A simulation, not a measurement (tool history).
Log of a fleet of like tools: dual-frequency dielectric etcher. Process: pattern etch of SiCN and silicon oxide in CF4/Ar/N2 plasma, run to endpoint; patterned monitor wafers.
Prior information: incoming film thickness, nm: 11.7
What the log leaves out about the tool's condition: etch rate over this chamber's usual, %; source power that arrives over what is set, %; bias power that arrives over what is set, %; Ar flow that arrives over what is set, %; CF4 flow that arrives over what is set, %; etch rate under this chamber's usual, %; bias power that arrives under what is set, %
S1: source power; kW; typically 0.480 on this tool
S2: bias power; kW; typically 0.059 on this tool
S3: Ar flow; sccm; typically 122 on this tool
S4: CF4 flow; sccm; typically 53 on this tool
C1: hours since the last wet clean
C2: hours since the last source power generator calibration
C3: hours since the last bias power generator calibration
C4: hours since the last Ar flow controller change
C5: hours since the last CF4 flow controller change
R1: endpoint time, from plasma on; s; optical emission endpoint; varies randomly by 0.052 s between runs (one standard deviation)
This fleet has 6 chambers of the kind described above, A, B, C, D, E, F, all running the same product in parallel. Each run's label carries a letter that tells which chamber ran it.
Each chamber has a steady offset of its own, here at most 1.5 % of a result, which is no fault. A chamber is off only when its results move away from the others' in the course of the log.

run,hour,S1,S2,S3,S4,C1,C2,C3,C4,C5,R1
# hour 5.5: chamber A: wet clean of the chamber
1D,7.6,0.480,0.059,122,53,239.6,491.8,2892.4,1905.3,43.5,14.809
2A,14.6,0.480,0.059,122,53,9.2,444.3,831.6,2459.7,859.1,15.064
# hour 27.8: chamber E: source power generator calibrated
3F,28.0,0.480,0.059,122,53,371.7,1061.0,1649.1,3291.1,856.3,14.890
# hour 31.7: chamber E: Ar flow controller replaced
4C,36.0,0.480,0.059,122,53,500.9,710.7,617.4,734.2,1874.7,14.954
5E,45.9,0.480,0.059,122,53,163.5,18.1,808.2,14.2,1770.5,14.898
# hour 48.1: chamber C: CF4 flow controller replaced
6B,56.9,0.480,0.059,122,53,241.0,572.3,527.3,2124.0,4335.3,14.848
7D,63.9,0.480,0.059,122,53,295.9,548.1,2948.7,1961.6,99.8,14.896
# hour 65.0: chamber C: wet clean of the chamber
8E,74.0,0.480,0.064,122,45,191.6,46.2,836.3,42.3,1798.6,14.884
9B,86.8,0.480,0.064,122,45,270.9,602.2,557.2,2153.9,4365.2,14.992
10A,97.5,0.480,0.064,122,45,92.1,527.2,914.5,2542.6,942.0,14.927
11C,107.6,0.480,0.064,122,45,42.6,782.3,689.0,805.8,59.5,15.012
12F,122.1,0.480,0.064,122,45,465.8,1155.1,1743.2,3385.2,950.4,14.944
13A,128.4,0.480,0.064,122,45,123.0,558.1,945.4,2573.5,972.9,14.975
# hour 130.8: chamber F: wet clean of the chamber
14F,142.2,0.480,0.059,137,53,11.5,1175.2,1763.3,3405.3,970.5,15.081
15E,148.4,0.480,0.059,137,53,266.0,120.6,910.7,116.7,1873.0,15.192
16D,157.9,0.480,0.059,137,53,389.9,642.1,3042.7,2055.6,193.8,15.252
17C,172.0,0.480,0.059,137,53,107.0,846.7,753.4,870.2,123.9,15.262
18B,179.7,0.480,0.059,137,53,363.8,695.1,650.1,2246.8,4458.1,15.267
19C,192.1,0.480,0.059,137,53,127.1,866.8,773.5,890.3,144.0,15.143
20E,199.3,0.480,0.059,122,53,316.9,171.5,961.6,167.6,1923.9,14.904
21A,206.1,0.480,0.059,122,53,200.7,635.8,1023.1,2651.2,1050.6,14.993
22B,214.5,0.480,0.059,122,53,398.6,729.9,684.9,2281.6,4492.9,14.896
23F,224.0,0.480,0.059,122,53,93.3,1257.0,1845.1,3487.1,1052.3,14.862
24D,232.4,0.480,0.059,122,53,464.4,716.6,3117.2,2130.1,268.3,14.841
25D,238.8,0.480,0.053,122,53,470.8,723.0,3123.6,2136.5,274.7,15.349
26C,250.5,0.480,0.053,122,53,185.5,925.2,831.9,948.7,202.4,15.312
27F,264.8,0.480,0.053,122,53,134.1,1297.8,1885.9,3527.9,1093.1,15.417
28B,279.0,0.480,0.053,122,53,463.1,794.4,749.4,2346.1,4557.4,15.457
29E,288.7,0.480,0.053,122,53,406.3,260.9,1051.0,257.0,2013.3,15.420
30A,295.6,0.480,0.053,122,53,290.2,725.3,1112.6,2740.7,1140.1,15.635
31C,310.0,0.480,0.059,122,53,245.0,984.7,891.4,1008.2,261.9,14.941
32B,322.8,0.480,0.059,122,53,506.9,838.2,793.2,2389.9,4601.2,14.964
33D,329.7,0.480,0.059,122,53,561.7,813.9,3214.5,2227.4,365.6,14.817
# hour 338.1: chamber E: wet clean of the chamber
34F,338.1,0.480,0.059,122,53,207.4,1371.1,1959.2,3601.2,1166.4,14.786
35E,346.2,0.480,0.059,122,53,8.2,318.4,1108.5,314.5,2070.8,14.937
36A,357.2,0.480,0.059,122,53,351.8,786.9,1174.2,2802.3,1201.7,14.939
37C,366.9,0.480,0.059,122,53,301.9,1041.6,948.3,1065.1,318.8,14.836
# hour 372.4: chamber D: wet clean of the chamber
38D,377.0,0.480,0.059,122,53,4.6,861.2,3261.8,2274.7,412.9,14.877
39F,385.1,0.480,0.059,122,53,254.4,1418.1,2006.2,3648.2,1213.4,14.829

Each of the 6 chambers runs these same settings next. Fill in every chamber's results:
40A,395.5,0.480,0.059,122,53,,,,,,?
40B,395.5,0.480,0.059,122,53,,,,,,?
40C,395.5,0.480,0.059,122,53,,,,,,?
40D,395.5,0.480,0.059,122,53,,,,,,?
40E,395.5,0.480,0.059,122,53,,,,,,?
40F,395.5,0.480,0.059,122,53,,,,,,?

run,R1
40A,14.961
40B,14.920
40C,14.901
40D,14.842
40E,14.907
40F,14.792

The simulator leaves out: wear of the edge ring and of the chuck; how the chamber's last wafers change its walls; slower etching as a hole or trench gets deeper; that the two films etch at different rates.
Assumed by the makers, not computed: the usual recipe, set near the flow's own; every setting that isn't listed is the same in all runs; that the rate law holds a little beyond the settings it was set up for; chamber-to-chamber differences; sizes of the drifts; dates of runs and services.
